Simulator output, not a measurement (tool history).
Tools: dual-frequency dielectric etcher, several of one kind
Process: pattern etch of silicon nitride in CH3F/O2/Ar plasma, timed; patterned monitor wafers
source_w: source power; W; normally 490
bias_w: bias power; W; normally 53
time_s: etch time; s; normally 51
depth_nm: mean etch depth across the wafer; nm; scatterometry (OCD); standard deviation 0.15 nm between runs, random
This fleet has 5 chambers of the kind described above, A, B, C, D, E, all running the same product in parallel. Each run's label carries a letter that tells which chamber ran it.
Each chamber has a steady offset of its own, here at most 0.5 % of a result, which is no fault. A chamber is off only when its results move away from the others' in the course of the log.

| run | day | source_w | bias_w | time_s | hours since the last wet clean | hours since the last source power generator calibration | hours since the last bias power generator calibration | read-back reference wafer on the same gauge, depth_nm | depth_nm |
|---|---|---|---|---|---|---|---|---|---|
| 1C | 0.342 | 490 | 53 | 51 | 163.7 | 2051.9 | 1027.1 | 29.206 | 35.167 |
| 2D | 0.683 | 490 | 53 | 51 | 116.1 | 1111.9 | 1187.6 | 29.222 | 34.952 |
|  | 0.879 | chamber B: wet clean of the chamber |
| 3A | 0.992 | 490 | 53 | 51 | 378.5 | 2190.8 | 3677.5 | 29.237 | 34.960 |
| 4B | 1.350 | 490 | 53 | 51 | 11.3 | 1827.3 | 3403.4 | 29.187 | 34.809 |
| 5E | 1.833 | 490 | 53 | 51 | 368.6 | 1279.7 | 608.8 | 29.202 | 35.140 |
| 6A | 2.354 | 410 | 53 | 37 | 411.2 | 2223.5 | 3710.2 | 29.220 | 23.517 |
| 7C | 2.700 | 410 | 53 | 37 | 220.3 | 2108.5 | 1083.7 | 29.213 | 23.665 |
| 8E | 3.158 | 410 | 53 | 37 | 400.4 | 1311.5 | 640.6 | 29.171 | 23.504 |
| 9B | 3.596 | 410 | 53 | 37 | 65.2 | 1881.2 | 3457.3 | 29.176 | 23.779 |
| 10D | 3.900 | 410 | 53 | 37 | 193.3 | 1189.1 | 1264.8 | 29.207 | 23.561 |
| 11B | 4.279 | 440 | 53 | 59 | 81.6 | 1897.6 | 3473.7 | 29.205 | 38.656 |
| 12A | 4.675 | 440 | 53 | 59 | 466.9 | 2279.2 | 3765.9 | 29.192 | 38.613 |
| 13C | 4.975 | 440 | 53 | 59 | 274.9 | 2163.1 | 1138.3 | 29.188 | 38.490 |
|  | 4.979 | chamber A: wet clean of the chamber |
| 14D | 5.292 | 440 | 53 | 59 | 226.7 | 1222.5 | 1298.2 | 29.164 | 38.884 |
| 15E | 5.562 | 440 | 53 | 59 | 458.1 | 1369.2 | 698.3 | 29.218 | 38.714 |
| 16E | 5.800 | 490 | 53 | 51 | 463.8 | 1374.9 | 704.0 | 29.227 | 34.588 |
| 17C | 6.162 | 600 | 53 | 51 | 303.4 | 2191.6 | 1166.8 | 29.215 | 37.474 |
| 18B | 6.467 | 600 | 53 | 51 | 134.1 | 1950.1 | 3526.2 | 29.227 | 37.694 |
| 19D | 6.979 | 600 | 53 | 51 | 267.2 | 1263.0 | 1338.7 | 29.191 | 37.874 |
| 20A | 7.429 | 600 | 53 | 51 | 58.9 | 2345.3 | 3832.0 | 29.223 | 37.591 |
| 21C | 7.946 | 600 | 53 | 51 | 346.2 | 2234.4 | 1209.6 | 29.208 | 37.167 |
| 22A | 8.250 | 490 | 53 | 51 | 78.6 | 2365.0 | 3851.7 | 29.185 | 34.685 |
| 23D | 8.550 | 490 | 53 | 51 | 304.9 | 1300.7 | 1376.4 | 29.199 | 34.808 |
| 24E | 8.808 | 490 | 53 | 51 | 536.0 | 1447.1 | 776.2 | 29.218 | 34.957 |
| 25B | 9.046 | 490 | 53 | 51 | 196.0 | 2012.0 | 3588.1 | 29.194 | 34.776 |
|  | 9.179 | chamber E: wet clean of the chamber |
| 26C | 9.392 | 490 | 53 | 51 | 380.9 | 2269.1 | 1244.3 | 29.243 | 34.164 |
| 27E | 9.758 | 490 | 53 | 51 | 14.0 | 1469.9 | 799.0 | 29.242 | 34.779 |
| 28D | 10.112 | 490 | 53 | 51 | 342.4 | 1338.2 | 1413.9 | 29.204 | 34.882 |
| 29B | 10.475 | 430 | 53 | 42 | 230.3 | 2046.3 | 3622.4 | 29.198 | 27.229 |
| 30A | 10.929 | 430 | 53 | 42 | 142.9 | 2429.3 | 3916.0 | 29.213 | 27.213 |
|  | 10.971 | chamber D: wet clean of the chamber |
| 31E | 11.233 | 430 | 53 | 42 | 49.4 | 1505.3 | 834.4 | 29.178 | 27.389 |
| 32C | 11.658 | 430 | 53 | 42 | 435.3 | 2323.5 | 1298.7 | 29.212 | 26.377 |
| 33A | 12.112 | 430 | 53 | 42 | 171.3 | 2457.7 | 3944.4 | 29.205 | 27.167 |
| 34B | 12.542 | 490 | 53 | 51 | 279.9 | 2095.9 | 3672.0 | 29.223 | 34.865 |
| 35D | 12.879 | 490 | 53 | 51 | 45.9 | 1404.6 | 1480.3 | 29.183 | 34.773 |
| 36A | 13.242 | 490 | 53 | 51 | 198.4 | 2484.8 | 3971.5 | 29.197 | 34.943 |
| 37B | 13.617 | 410 | 53 | 51 | 305.7 | 2121.7 | 3697.8 | 29.232 | 32.564 |
| 38D | 13.896 | 410 | 53 | 51 | 70.3 | 1429.0 | 1504.7 | 29.238 | 32.592 |
| 39E | 14.342 | 410 | 53 | 51 | 124.0 | 1579.9 | 909.0 | 29.209 | 32.502 |
| 40C | 14.642 | 410 | 53 | 51 | 506.9 | 2395.1 | 1370.3 | 29.179 | 31.407 |
| 41B | 14.871 | 410 | 53 | 51 | 335.8 | 2151.8 | 3727.9 | 29.171 | 32.416 |

One chamber off, gauge drift, or nothing amiss beyond the chambers' own small offsets? If it is a chamber, which one, and what is the likeliest cause?

One chamber, C, drifts off from the rest bit by bit.
What lies behind it: etch rate under this chamber's usual, % = 4.27.

Below are 4 candidate recipes for chamber C's next run, each the usual settings with a change, their results shown as question marks. Which of them brings C's results back in line with what the other chambers give on the usual settings?
Maximum distance from the other chambers' mean on the usual settings for a result to count as in line: depth_nm 0.510 nm
| 42C-1 | 15.246 | 490 | 53 | 49 |  |  |  |  | ? |
| 42C-2 | 15.246 | 500 | 54 | 54 |  |  |  |  | ? |
| 42C-3 | 15.246 | 480 | 52 | 48 |  |  |  |  | ? |
| 42C-4 | 15.246 | 490 | 60 | 51 |  |  |  |  | ? |

On the usual settings, the other chambers give on average: depth_nm 34.850 nm
| run | depth_nm |
|---|---|
| 42C-1 | 32.287 |
| 42C-2 | 36.068 |
| 42C-3 | 31.194 |
| 42C-4 | 34.937 |
The answer is 42C-4, which returns the chamber to within the allowed miss of the others.
